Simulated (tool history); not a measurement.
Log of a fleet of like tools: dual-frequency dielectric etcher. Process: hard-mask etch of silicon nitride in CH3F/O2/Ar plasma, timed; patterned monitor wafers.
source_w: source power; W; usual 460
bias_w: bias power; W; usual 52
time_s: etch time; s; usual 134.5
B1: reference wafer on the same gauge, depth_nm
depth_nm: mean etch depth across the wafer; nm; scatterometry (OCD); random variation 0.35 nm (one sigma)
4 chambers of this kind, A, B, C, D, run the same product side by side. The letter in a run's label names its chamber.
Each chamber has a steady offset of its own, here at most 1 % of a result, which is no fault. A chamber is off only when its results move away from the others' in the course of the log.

run 1C hour=6.7 | source_w=460 bias_w=52 time_s=134.5 | B1=85.008 | depth_nm=89.727
run 2D hour=13.3 | source_w=460 bias_w=52 time_s=134.5 | B1=84.979 | depth_nm=90.240
run 3B hour=19.1 | source_w=460 bias_w=52 time_s=134.5 | B1=84.913 | depth_nm=89.514
run 4A hour=25.6 | source_w=460 bias_w=52 time_s=134.5 | B1=85.027 | depth_nm=89.525
run 5A hour=31.1 | source_w=460 bias_w=52 time_s=134.5 | B1=85.044 | depth_nm=89.499
run 6D hour=39.7 | source_w=460 bias_w=52 time_s=134.5 | B1=85.138 | depth_nm=88.952
run 7B hour=44.5 | source_w=460 bias_w=52 time_s=134.5 | B1=84.981 | depth_nm=89.603
-- hour=45.7 chamber B: wet clean of the chamber
run 8C hour=52.4 | source_w=460 bias_w=52 time_s=149.0 | B1=84.970 | depth_nm=98.991
run 9A hour=56.7 | source_w=460 bias_w=52 time_s=149.0 | B1=85.090 | depth_nm=99.007
run 10B hour=62.7 | source_w=460 bias_w=52 time_s=149.0 | B1=84.966 | depth_nm=99.480
run 11C hour=72.2 | source_w=460 bias_w=52 time_s=149.0 | B1=84.972 | depth_nm=98.408
run 12D hour=81.5 | source_w=460 bias_w=41 time_s=134.5 | B1=84.955 | depth_nm=83.845
run 13D hour=88.1 | source_w=460 bias_w=41 time_s=134.5 | B1=85.026 | depth_nm=83.444
run 14C hour=97.3 | source_w=460 bias_w=41 time_s=134.5 | B1=84.977 | depth_nm=83.235
run 15B hour=103.8 | source_w=460 bias_w=41 time_s=134.5 | B1=84.982 | depth_nm=83.285
run 16A hour=110.7 | source_w=460 bias_w=52 time_s=134.5 | B1=84.957 | depth_nm=88.647
run 17D hour=120.1 | source_w=460 bias_w=60 time_s=118.0 | B1=85.053 | depth_nm=81.776
run 18C hour=128.0 | source_w=460 bias_w=60 time_s=118.0 | B1=85.041 | depth_nm=82.454
run 19A hour=135.3 | source_w=460 bias_w=60 time_s=118.0 | B1=84.990 | depth_nm=82.102
run 20B hour=144.9 | source_w=460 bias_w=60 time_s=118.0 | B1=84.946 | depth_nm=81.472
run 21A hour=151.2 | source_w=460 bias_w=52 time_s=134.5 | B1=84.975 | depth_nm=88.823
run 22C hour=160.4 | source_w=460 bias_w=52 time_s=134.5 | B1=85.064 | depth_nm=89.376
run 23B hour=165.4 | source_w=460 bias_w=52 time_s=134.5 | B1=84.972 | depth_nm=88.841
run 24D hour=174.9 | source_w=520 bias_w=52 time_s=113.5 | B1=85.039 | depth_nm=79.664
run 25D hour=183.3 | source_w=520 bias_w=52 time_s=113.5 | B1=85.065 | depth_nm=79.523
-- hour=188.0 chamber C: wet clean of the chamber
run 26C hour=188.7 | source_w=520 bias_w=52 time_s=113.5 | B1=84.935 | depth_nm=75.215
run 27A hour=197.6 | source_w=520 bias_w=52 time_s=113.5 | B1=84.962 | depth_nm=78.742
run 28B hour=202.9 | source_w=460 bias_w=64 time_s=169.5 | B1=84.977 | depth_nm=120.570
run 29A hour=212.5 | source_w=460 bias_w=64 time_s=169.5 | B1=85.015 | depth_nm=119.390
run 30B hour=221.0 | source_w=460 bias_w=64 time_s=169.5 | B1=84.928 | depth_nm=120.330
-- hour=222.7 chamber C: source power generator calibrated
run 31C hour=230.3 | source_w=460 bias_w=64 time_s=169.5 | B1=84.994 | depth_nm=114.960
-- hour=230.6 chamber A: wet clean of the chamber
run 32D hour=238.4 | source_w=460 bias_w=52 time_s=134.5 | B1=85.042 | depth_nm=90.523
run 33C hour=244.4 | source_w=460 bias_w=57 time_s=134.5 | B1=84.971 | depth_nm=87.780
run 34B hour=249.7 | source_w=460 bias_w=57 time_s=134.5 | B1=84.980 | depth_nm=92.072
run 35A hour=255.4 | source_w=460 bias_w=57 time_s=134.5 | B1=84.984 | depth_nm=91.640
run 36D hour=263.2 | source_w=460 bias_w=57 time_s=134.5 | B1=85.080 | depth_nm=92.614
run 37B hour=269.4 | source_w=460 bias_w=52 time_s=134.5 | B1=84.978 | depth_nm=89.383
run 38C hour=275.0 | source_w=460 bias_w=52 time_s=134.5 | B1=85.046 | depth_nm=84.426
run 39D hour=283.9 | source_w=460 bias_w=52 time_s=134.5 | B1=85.005 | depth_nm=90.080
run 40A hour=289.7 | source_w=460 bias_w=44 time_s=134.5 | B1=85.033 | depth_nm=84.944
-- hour=298.9 chamber D: wet clean of the chamber
run 41B hour=299.3 | source_w=460 bias_w=44 time_s=134.5 | B1=85.060 | depth_nm=84.739
run 42C hour=307.2 | source_w=460 bias_w=44 time_s=134.5 | B1=84.948 | depth_nm=80.668
run 43A hour=313.8 | source_w=460 bias_w=44 time_s=134.5 | B1=84.955 | depth_nm=84.749
run 44D hour=321.4 | source_w=460 bias_w=52 time_s=134.5 | B1=84.913 | depth_nm=89.797

What goes on in this fleet: one chamber off, a drifting gauge, or nothing beyond the chambers' own small offsets? Name the chamber and the cause, if any.

A service left chamber C off against the others.
Cause: etch rate under this chamber's usual, % = 5.13.

Here are 4 candidates for chamber C's next run, each the usual settings with a change, their results left as question marks. Which one brings its results back in line with what the others give on the usual settings?
In line means no further than this from the other chambers' mean on the usual settings: depth_nm 1.200 nm
run 45C-1 hour=328.5 | source_w=450 bias_w=51 time_s=125.0 | depth_nm=?
run 45C-2 hour=328.5 | source_w=460 bias_w=53 time_s=141.5 | depth_nm=?
run 45C-3 hour=328.5 | source_w=460 bias_w=52 time_s=145.5 | depth_nm=?
run 45C-4 hour=328.5 | source_w=400 bias_w=52 time_s=134.5 | depth_nm=?

The other chambers' mean on the usual settings: depth_nm 89.510 nm
run=45C-1 depth_nm=77.682
run=45C-2 depth_nm=89.754
run=45C-3 depth_nm=91.748
run=45C-4 depth_nm=80.318
45C-2 brings the chamber back in line.

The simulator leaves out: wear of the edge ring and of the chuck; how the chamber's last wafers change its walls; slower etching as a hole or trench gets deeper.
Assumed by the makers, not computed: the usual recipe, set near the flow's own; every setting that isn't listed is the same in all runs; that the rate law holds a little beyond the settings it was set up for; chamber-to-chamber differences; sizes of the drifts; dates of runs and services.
